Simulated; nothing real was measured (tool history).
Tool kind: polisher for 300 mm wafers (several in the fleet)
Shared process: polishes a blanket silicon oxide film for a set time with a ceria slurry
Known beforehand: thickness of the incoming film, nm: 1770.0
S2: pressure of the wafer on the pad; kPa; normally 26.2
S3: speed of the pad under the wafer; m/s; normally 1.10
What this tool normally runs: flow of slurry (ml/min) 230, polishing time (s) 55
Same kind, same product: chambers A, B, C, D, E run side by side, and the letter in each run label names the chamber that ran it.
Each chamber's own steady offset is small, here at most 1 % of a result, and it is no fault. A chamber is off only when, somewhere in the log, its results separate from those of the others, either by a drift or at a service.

Run 1A, hour 6.2: usual settings. Result: film removed (Å) 2878.2.
Run 2D, hour 10.3: usual settings. Result: film removed (Å) 2801.9.
Run 3E, hour 14.0: usual settings. Result: film removed (Å) 2772.0.
At hour 21.5: chamber A: worn pad replaced by a new one.
Run 4B, hour 21.5: usual settings. Result: film removed (Å) 2855.8.
At hour 21.6: chamber C: worn pad replaced by a new one.
At hour 23.2: chamber D: worn pad replaced by a new one.
Run 5C, hour 25.0: usual settings but S2 33.8 kPa, polishing time (s) 47. Result: film removed (Å) 3145.6.
Run 6E, hour 30.0: usual settings but S2 33.8 kPa, polishing time (s) 47. Result: film removed (Å) 3078.4.
Run 7C, hour 33.8: usual settings but S2 33.8 kPa, polishing time (s) 47. Result: film removed (Å) 3096.1.
Run 8A, hour 39.6: usual settings but S2 33.8 kPa, polishing time (s) 47. Result: film removed (Å) 3104.2.
At hour 40.1: chamber D: slurry nozzle cleaned.
At hour 40.2: chamber C: slurry nozzle cleaned.
Run 9B, hour 43.9: usual settings but S2 33.8 kPa, polishing time (s) 47. Result: film removed (Å) 3177.5.
At hour 46.6: chamber B: worn pad replaced by a new one.
Run 10D, hour 50.0: usual settings but flow of slurry (ml/min) 185, polishing time (s) 71. Result: film removed (Å) 3581.8.
Run 11D, hour 57.0: usual settings but flow of slurry (ml/min) 185, polishing time (s) 71. Result: film removed (Å) 3495.1.
Run 12A, hour 63.9: usual settings but flow of slurry (ml/min) 185, polishing time (s) 71. Result: film removed (Å) 3524.0.
Run 13C, hour 68.1: usual settings but flow of slurry (ml/min) 185, polishing time (s) 71. Result: film removed (Å) 3625.7.
At hour 71.5: chamber E: slurry nozzle cleaned.
Run 14B, hour 72.3: usual settings but flow of slurry (ml/min) 185, polishing time (s) 71. Result: film removed (Å) 3637.2.
Run 15E, hour 77.1: usual settings. Result: film removed (Å) 2790.8.
At hour 78.2: chamber A: worn pad replaced by a new one.
Run 16E, hour 84.3: usual settings. Result: film removed (Å) 2751.6.
Run 17D, hour 91.4: usual settings. Result: film removed (Å) 2805.0.
Run 18A, hour 95.6: usual settings but flow of slurry (ml/min) 180, S3 0.98 m/s. Result: film removed (Å) 2463.6.
Run 19C, hour 102.3: usual settings but flow of slurry (ml/min) 180, S3 0.98 m/s. Result: film removed (Å) 2450.5.
Run 20B, hour 107.6: usual settings but flow of slurry (ml/min) 180, S3 0.98 m/s. Result: film removed (Å) 2471.9.
Run 21E, hour 112.0: usual settings but flow of slurry (ml/min) 180, S3 0.98 m/s. Result: film removed (Å) 2357.9.
At hour 112.3: chamber C: worn pad replaced by a new one.
Run 22C, hour 118.0: usual settings but flow of slurry (ml/min) 180, S3 0.98 m/s. Result: film removed (Å) 2484.1.
At hour 124.7: chamber D: worn pad replaced by a new one.
Run 23D, hour 124.7: usual settings. Result: film removed (Å) 2805.2.
Run 24A, hour 128.0: usual settings. Result: film removed (Å) 2860.5.
Run 25B, hour 132.4: usual settings. Result: film removed (Å) 2832.3.
Run 26C, hour 138.7: usual settings. Result: film removed (Å) 2897.9.
Run 27D, hour 142.3: usual settings. Result: film removed (Å) 2790.2.
At hour 146.5: chamber A: worn pad replaced by a new one.
Run 28E, hour 148.4: usual settings. Result: film removed (Å) 2655.0.
Run 29A, hour 152.5: usual settings. Result: film removed (Å) 2857.1.
Run 30B, hour 156.1: usual settings. Result: film removed (Å) 2896.8.
Run 31B, hour 161.5: usual settings but flow of slurry (ml/min) 265, polishing time (s) 49. Result: film removed (Å) 2567.1.
Run 32D, hour 166.0: usual settings but flow of slurry (ml/min) 265, polishing time (s) 49. Result: film removed (Å) 2568.5.
Run 33A, hour 172.9: usual settings but flow of slurry (ml/min) 265, polishing time (s) 49. Result: film removed (Å) 2508.5.
Run 34E, hour 179.6: usual settings but flow of slurry (ml/min) 265, polishing time (s) 49. Result: film removed (Å) 2402.5.
Run 35C, hour 185.5: usual settings but flow of slurry (ml/min) 265, polishing time (s) 49. Result: film removed (Å) 2597.9.
Run 36E, hour 192.6: usual settings. Result: film removed (Å) 2560.4.

Has any chamber moved away from the others, gradually or after a service, or does the common gauge drift, or do the chambers differ only by their own small steady offsets? State the chamber and the most likely cause if one applies.

One chamber, E, drifts off from the rest bit by bit.
Most likely cause: removal rate lost through wear of the pad, % = 7.38.
From this log alone, it may not be told apart from: slurry flow missing at the pad, %; head's pressure below its setpoint, %.

Here are 4 candidates for chamber E's next run, each the usual settings with a change, their results left as question marks. Which one brings its results back in line with what the others give on the usual settings?
In line means no further than this from the other chambers' mean on the usual settings: film removed (Å) 130.0
Run 37E-1, hour 197.9: usual settings but polishing time (s) 50. Result: film removed (Å) ?.
Run 37E-2, hour 197.9: usual settings but S2 26.9 kPa, S3 1.14 m/s, polishing time (s) 57. Result: film removed (Å) ?.
Run 37E-3, hour 197.9: usual settings but S3 1.32 m/s. Result: film removed (Å) ?.
Run 37E-4, hour 197.9: usual settings but S3 1.00 m/s, polishing time (s) 50. Result: film removed (Å) ?.

Usual-settings mean across the other chambers: film removed (Å) 2834.2
  run  film removed (Å)
37E-1            2338.2
37E-2            2837.0
37E-3            3092.7
37E-4            2123.1
The right change is 37E-2: it brings the chamber back within the allowed miss of the others.
